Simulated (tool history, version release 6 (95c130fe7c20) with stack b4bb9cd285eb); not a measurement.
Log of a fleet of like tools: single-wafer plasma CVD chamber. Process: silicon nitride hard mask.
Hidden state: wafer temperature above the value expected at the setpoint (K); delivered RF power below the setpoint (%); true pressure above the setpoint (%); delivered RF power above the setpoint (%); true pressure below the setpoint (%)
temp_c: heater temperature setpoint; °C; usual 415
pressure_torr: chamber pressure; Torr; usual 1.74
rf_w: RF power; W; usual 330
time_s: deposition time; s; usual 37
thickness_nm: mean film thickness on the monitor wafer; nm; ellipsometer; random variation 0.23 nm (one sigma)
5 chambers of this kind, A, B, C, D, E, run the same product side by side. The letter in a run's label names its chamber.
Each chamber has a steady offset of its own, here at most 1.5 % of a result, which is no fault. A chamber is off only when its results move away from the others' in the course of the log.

run	day	temp_c	pressure_torr	rf_w	time_s	hours since the last thermocouple change	hours since the last RF generator calibration	hours since the last manometer calibration	read-back reference wafer on the same gauge, thickness_nm	thickness_nm
1C	0.308	415	1.74	330	37	1018.7	285.1	157.2	43.392	46.426
2D	0.496	415	1.74	330	37	460.4	91.1	1070.7	43.421	46.467
# day 0.5: chamber A: capacitance manometer re-zeroed and calibrated
3E	0.675	415	1.74	330	37	1139	2221.3	409.1	43.467	45.578
4A	0.883	415	1.74	330	37	671.9	903.1	9.3	43.385	46.248
5B	1.017	415	1.74	330	37	592.3	551.7	1333.2	43.398	46.117
6D	1.325	415	1.74	330	37	480.3	111	1090.6	43.44	46.005
# day 1.554: chamber E: RF generator calibrated
7E	1.625	415	1.74	330	37	1161.8	1.8	431.9	43.435	46.154
8B	1.838	415	1.74	330	37	612	571.4	1352.9	43.387	46.737
9C	2.025	409	1.74	330	37	1059.9	326.3	198.4	43.399	46.186
10A	2.262	409	1.74	330	37	705	936.2	42.4	43.474	46.156
11E	2.4	409	1.74	330	37	1180.4	20.4	450.5	43.448	45.664
12C	2.646	409	1.74	330	37	1074.8	341.2	213.3	43.415	46.561
13A	2.875	409	1.74	330	37	719.7	950.9	57.1	43.434	45.371
14B	3.029	415	1.74	330	37	640.6	600	1381.5	43.407	46.605
15D	3.3	415	1.74	330	37	527.7	158.4	1138	43.433	46.024
16D	3.529	415	1.74	330	37	533.2	163.9	1143.5	43.443	45.961
17E	3.708	415	1.74	330	37	1211.8	51.8	481.9	43.43	45.74
18A	4.012	415	1.74	330	37	747	978.2	84.4	43.428	45.496
19C	4.238	415	1.74	330	37	1113	379.4	251.5	43.448	46.203
20B	4.45	415	1.74	330	37	674.7	634.1	1415.6	43.329	46.176
21C	4.629	415	1.74	330	37	1122.4	388.8	260.9	43.423	46.612
22A	4.8	415	1.74	330	37	765.9	997.1	103.3	43.375	45.626
23B	5.021	415	1.74	330	37	688.4	647.8	1429.3	43.397	46.399
24D	5.292	415	1.74	330	37	575.5	206.2	1185.8	43.389	46.101
25E	5.6	415	1.74	330	37	1257.2	97.2	527.3	43.388	45.136
26C	5.829	415	1.74	330	40.3	1151.2	417.6	289.7	43.399	50.556
27E	6.033	415	1.74	330	40.3	1267.6	107.6	537.7	43.331	49.913
28B	6.346	415	1.74	330	40.3	720.2	679.6	1461.1	43.371	50.743
29A	6.658	415	1.74	330	40.3	810.5	1041.7	147.9	43.386	48.752
30D	6.867	415	1.74	330	40.3	613.3	244	1223.6	43.401	49.877
31E	7.079	415	1.74	330	37	1292.7	132.7	562.8	43.346	45.248
32B	7.275	415	1.74	330	37	742.5	701.9	1483.4	43.421	46.062
33D	7.496	415	1.74	330	37	628.4	259.1	1238.7	43.407	45.656
34C	7.708	415	1.74	330	37	1196.3	462.7	334.8	43.367	46.523
35A	7.892	415	1.74	330	29.9	840.1	1071.3	177.5	43.353	35.937
# day 7.962: chamber B: capacitance manometer re-zeroed and calibrated
36D	8.154	415	1.74	330	29.9	644.2	274.9	1254.5	43.38	37.62
37E	8.404	415	1.74	330	29.9	1324.5	164.5	594.6	43.372	36.932
38B	8.596	415	1.74	330	29.9	774.2	733.6	15.3	43.392	37.387
# day 8.742: chamber C: thermocouple changed; heater temperature recalibrated
39A	8.821	415	1.74	330	29.9	862.4	1093.6	199.8	43.406	35.687
40C	9.05	415	1.74	330	37	7.4	494.9	367	43.372	46.361
41B	9.3	415	1.74	330	37	791.1	750.5	32.2	43.436	46.153

Next, every chamber runs the same settings. What will each give?
42A	9.521	415	1.74	360	37					?
42B	9.521	415	1.74	360	37					?
42C	9.521	415	1.74	360	37					?
42D	9.521	415	1.74	360	37					?
42E	9.521	415	1.74	360	37					?

run	thickness_nm
42A	46.269
42B	49.166
42C	49.338
42D	48.555
42E	48.604
